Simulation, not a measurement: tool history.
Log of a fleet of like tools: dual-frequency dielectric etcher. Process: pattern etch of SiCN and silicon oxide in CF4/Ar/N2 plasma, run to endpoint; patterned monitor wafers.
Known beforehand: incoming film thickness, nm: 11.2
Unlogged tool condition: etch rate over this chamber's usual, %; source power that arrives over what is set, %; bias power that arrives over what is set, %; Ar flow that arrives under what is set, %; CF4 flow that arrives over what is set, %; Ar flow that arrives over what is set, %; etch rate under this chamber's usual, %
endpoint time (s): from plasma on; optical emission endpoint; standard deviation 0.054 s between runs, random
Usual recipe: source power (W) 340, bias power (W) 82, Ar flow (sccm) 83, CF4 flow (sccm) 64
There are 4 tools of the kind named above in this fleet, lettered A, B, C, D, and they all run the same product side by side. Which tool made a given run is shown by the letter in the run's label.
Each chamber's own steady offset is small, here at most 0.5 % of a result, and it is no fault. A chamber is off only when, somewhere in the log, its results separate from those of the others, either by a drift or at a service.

| run | hour | source power (W) | bias power (W) | Ar flow (sccm) | CF4 flow (sccm) | hours since the last wet clean | hours since the last source power generator calibration | hours since the last bias power generator calibration | hours since the last Ar flow controller change | hours since the last CF4 flow controller change | endpoint time (s) |
|---|---|---|---|---|---|---|---|---|---|---|---|
| 1B | 3.5 | 340 | 82 | 83 | 64 | 139.1 | 1116.3 | 2367.1 | 904.7 | 2593.6 | 15.648 |
| 2C | 7.5 | 340 | 82 | 83 | 64 | 263.9 | 481.5 | 2973.1 | 645.8 | 3438.6 | 15.802 |
| 3D | 14 | 340 | 82 | 83 | 64 | 275.2 | 237 | 196.2 | 484.2 | 2570.1 | 15.722 |
|  | 16.5 | chamber A: wet clean of the chamber |
| 4A | 20.2 | 340 | 82 | 83 | 64 | 3.7 | 421.2 | 1804.3 | 1335.5 | 1172.2 | 15.748 |
| 5D | 25.1 | 340 | 82 | 83 | 64 | 286.3 | 248.1 | 207.3 | 495.3 | 2581.2 | 15.861 |
| 6A | 28.3 | 340 | 82 | 83 | 64 | 11.8 | 429.3 | 1812.4 | 1343.6 | 1180.3 | 15.657 |
| 7C | 32.8 | 340 | 82 | 83 | 64 | 289.2 | 506.8 | 2998.4 | 671.1 | 3463.9 | 15.595 |
| 8B | 36 | 340 | 73 | 94 | 64 | 171.6 | 1148.8 | 2399.6 | 937.2 | 2626.1 | 16.647 |
| 9B | 39.3 | 340 | 73 | 94 | 64 | 174.9 | 1152.1 | 2402.9 | 940.5 | 2629.4 | 16.521 |
| 10A | 45.2 | 340 | 73 | 94 | 64 | 28.7 | 446.2 | 1829.3 | 1360.5 | 1197.2 | 16.566 |
| 11D | 51.3 | 340 | 73 | 94 | 64 | 312.5 | 274.3 | 233.5 | 521.5 | 2607.4 | 16.691 |
| 12C | 56.7 | 340 | 82 | 83 | 64 | 313.1 | 530.7 | 3022.3 | 695 | 3487.8 | 15.708 |
| 13C | 60.5 | 340 | 82 | 83 | 64 | 316.9 | 534.5 | 3026.1 | 698.8 | 3491.6 | 15.673 |
| 14A | 65 | 340 | 82 | 83 | 64 | 48.5 | 466 | 1849.1 | 1380.3 | 1217 | 15.691 |
| 15B | 69.3 | 340 | 82 | 83 | 64 | 204.9 | 1182.1 | 2432.9 | 970.5 | 2659.4 | 15.555 |
| 16D | 74.1 | 370 | 82 | 83 | 59 | 335.3 | 297.1 | 256.3 | 544.3 | 2630.2 | 14.919 |
| 17A | 78.5 | 370 | 82 | 83 | 59 | 62 | 479.5 | 1862.6 | 1393.8 | 1230.5 | 14.592 |
| 18B | 83 | 370 | 82 | 83 | 59 | 218.6 | 1195.8 | 2446.6 | 984.2 | 2673.1 | 14.597 |
| 19D | 87.3 | 370 | 82 | 83 | 59 | 348.5 | 310.3 | 269.5 | 557.5 | 2643.4 | 14.806 |
| 20C | 92.8 | 340 | 82 | 83 | 64 | 349.2 | 566.8 | 3058.4 | 731.1 | 3523.9 | 15.739 |
| 21A | 96.7 | 340 | 82 | 83 | 64 | 80.2 | 497.7 | 1880.8 | 1412 | 1248.7 | 15.705 |
| 22C | 101.2 | 340 | 82 | 83 | 64 | 357.6 | 575.2 | 3066.8 | 739.5 | 3532.3 | 15.686 |
| 23D | 105.3 | 340 | 82 | 83 | 64 | 366.5 | 328.3 | 287.5 | 575.5 | 2661.4 | 15.766 |
| 24B | 110.3 | 310 | 90 | 83 | 64 | 245.9 | 1223.1 | 2473.9 | 1011.5 | 2700.4 | 16.163 |
| 25B | 113.5 | 310 | 90 | 83 | 64 | 249.1 | 1226.3 | 2477.1 | 1014.7 | 2703.6 | 16.123 |
|  | 114 | chamber B: bias power generator calibrated |
| 26C | 118.1 | 310 | 90 | 83 | 64 | 374.5 | 592.1 | 3083.7 | 756.4 | 3549.2 | 16.475 |
| 27A | 124.5 | 310 | 90 | 83 | 64 | 108 | 525.5 | 1908.6 | 1439.8 | 1276.5 | 16.351 |
| 28D | 129.7 | 340 | 82 | 83 | 64 | 390.9 | 352.7 | 311.9 | 599.9 | 2685.8 | 15.762 |
| 29D | 133.9 | 340 | 82 | 83 | 64 | 395.1 | 356.9 | 316.1 | 604.1 | 2690 | 15.771 |
| 30B | 138.7 | 340 | 82 | 83 | 64 | 274.3 | 1251.5 | 24.7 | 1039.9 | 2728.8 | 15.358 |
| 31C | 144.7 | 340 | 98 | 83 | 64 | 401.1 | 618.7 | 3110.3 | 783 | 3575.8 | 14.856 |
| 32A | 150.4 | 340 | 98 | 83 | 64 | 133.9 | 551.4 | 1934.5 | 1465.7 | 1302.4 | 14.77 |
| 33D | 156.2 | 340 | 98 | 83 | 64 | 417.4 | 379.2 | 338.4 | 626.4 | 2712.3 | 14.784 |
| 34A | 161.8 | 340 | 98 | 83 | 64 | 145.3 | 562.8 | 1945.9 | 1477.1 | 1313.8 | 14.739 |
| 35B | 165.4 | 340 | 82 | 83 | 64 | 301 | 1278.2 | 51.4 | 1066.6 | 2755.5 | 15.303 |
|  | 167.6 | chamber D: wet clean of the chamber |
| 36C | 171.6 | 340 | 82 | 83 | 64 | 428 | 645.6 | 3137.2 | 809.9 | 3602.7 | 15.73 |
| 37A | 176.1 | 340 | 82 | 83 | 64 | 159.6 | 577.1 | 1960.2 | 1491.4 | 1328.1 | 15.654 |
| 38C | 182.6 | 340 | 82 | 83 | 64 | 439 | 656.6 | 3148.2 | 820.9 | 3613.7 | 15.735 |
| 39D | 188.1 | 340 | 82 | 83 | 64 | 20.5 | 411.1 | 370.3 | 658.3 | 2744.2 | 15.818 |

Read the log: is a single chamber off, either drifting away or since a service, is the gauge that measures every chamber drifting, or is nothing wrong beyond small per-chamber offsets? Name any odd chamber and what most likely caused it.

It is chamber B that slowly wanders off from its peers.
Most likely cause: etch rate over this chamber's usual, % = 3.66.
The log may not tell that from: source power that arrives over what is set, %.

Which of the 4 candidates below, each the usual settings with something changed and its results left as question marks, puts chamber B back in line with what the other chambers give on the usual settings?
Maximum distance from the other chambers' mean on the usual settings for a result to count as in line: endpoint time (s) 0.19
| 40B-1 | 192.9 | 340 | 90 | 80 | 64 |  |  |  |  |  | ? |
| 40B-2 | 192.9 | 320 | 80 | 84 | 64 |  |  |  |  |  | ? |
| 40B-3 | 192.9 | 340 | 82 | 106 | 64 |  |  |  |  |  | ? |
| 40B-4 | 192.9 | 360 | 84 | 83 | 65 |  |  |  |  |  | ? |

What the other chambers average on the usual settings: endpoint time (s) 15.736
| run | endpoint time (s) |
|---|---|
| 40B-1 | 14.578 |
| 40B-2 | 16.112 |
| 40B-3 | 15.657 |
| 40B-4 | 14.254 |
It is 40B-3 that realigns the chamber with its peers.
